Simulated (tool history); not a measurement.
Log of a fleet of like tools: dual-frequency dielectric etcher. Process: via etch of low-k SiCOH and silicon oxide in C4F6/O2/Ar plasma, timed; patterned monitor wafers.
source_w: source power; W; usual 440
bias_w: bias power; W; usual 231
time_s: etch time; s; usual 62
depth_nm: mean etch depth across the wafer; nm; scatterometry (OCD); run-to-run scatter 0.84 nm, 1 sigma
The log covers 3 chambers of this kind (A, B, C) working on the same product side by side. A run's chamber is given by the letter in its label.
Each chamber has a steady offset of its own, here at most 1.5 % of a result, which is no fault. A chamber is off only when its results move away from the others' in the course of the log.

| run | hour | source_w | bias_w | time_s | read-back reference wafer on the same gauge, depth_nm | depth_nm |
|---|---|---|---|---|---|---|
| 1C | 7.2 | 440 | 231 | 62 | 184.07 | 181.23 |
| 2B | 12.8 | 440 | 231 | 62 | 184.15 | 184.67 |
| 3A | 17.7 | 440 | 231 | 62 | 184.03 | 179.48 |
| 4A | 23.8 | 440 | 231 | 62 | 184.14 | 180.02 |
| 5B | 28.9 | 440 | 231 | 62 | 183.93 | 184.1 |
| 6C | 34.2 | 440 | 263 | 62 | 183.84 | 189.42 |
| 7A | 39.1 | 440 | 263 | 62 | 183.89 | 186.53 |
| 8B | 43.5 | 440 | 263 | 62 | 184.04 | 193.07 |
| 9C | 50.8 | 440 | 231 | 62 | 183.98 | 181.34 |
| 10A | 57.5 | 440 | 231 | 62 | 184.03 | 179.88 |
| 11C | 64.8 | 440 | 231 | 62 | 184.01 | 181.11 |
| 12B | 68.6 | 440 | 231 | 62 | 183.96 | 185.35 |
| 13A | 75 | 440 | 231 | 62 | 184.23 | 179.31 |
| 14B | 81.5 | 440 | 231 | 62 | 184.07 | 186.72 |
| 15C | 88.9 | 440 | 231 | 62 | 184.15 | 183.55 |
| 16C | 92.5 | 440 | 231 | 62 | 183.92 | 182.19 |
| 17B | 96.6 | 440 | 231 | 62 | 184.1 | 187.08 |
| 18A | 101.7 | 520 | 182 | 62 | 184.15 | 177.53 |
| 19C | 107.1 | 520 | 182 | 62 | 184.22 | 179.35 |
| 20A | 111.9 | 520 | 182 | 62 | 183.92 | 177.61 |
| 21B | 115.5 | 440 | 231 | 62 | 184.08 | 189.09 |
| 22A | 120.3 | 440 | 231 | 62 | 183.81 | 180.5 |
| 23B | 123.5 | 440 | 231 | 62 | 184.08 | 186.62 |

For the next run the whole fleet of 3 chambers uses the same settings. Give each chamber's results:
| 24A | 128.8 | 440 | 231 | 50.5 |  | ? |
| 24B | 128.8 | 440 | 231 | 50.5 |  | ? |
| 24C | 128.8 | 440 | 231 | 50.5 |  | ? |

| run | depth_nm |
|---|---|
| 24A | 145.92 |
| 24B | 154.19 |
| 24C | 148.18 |

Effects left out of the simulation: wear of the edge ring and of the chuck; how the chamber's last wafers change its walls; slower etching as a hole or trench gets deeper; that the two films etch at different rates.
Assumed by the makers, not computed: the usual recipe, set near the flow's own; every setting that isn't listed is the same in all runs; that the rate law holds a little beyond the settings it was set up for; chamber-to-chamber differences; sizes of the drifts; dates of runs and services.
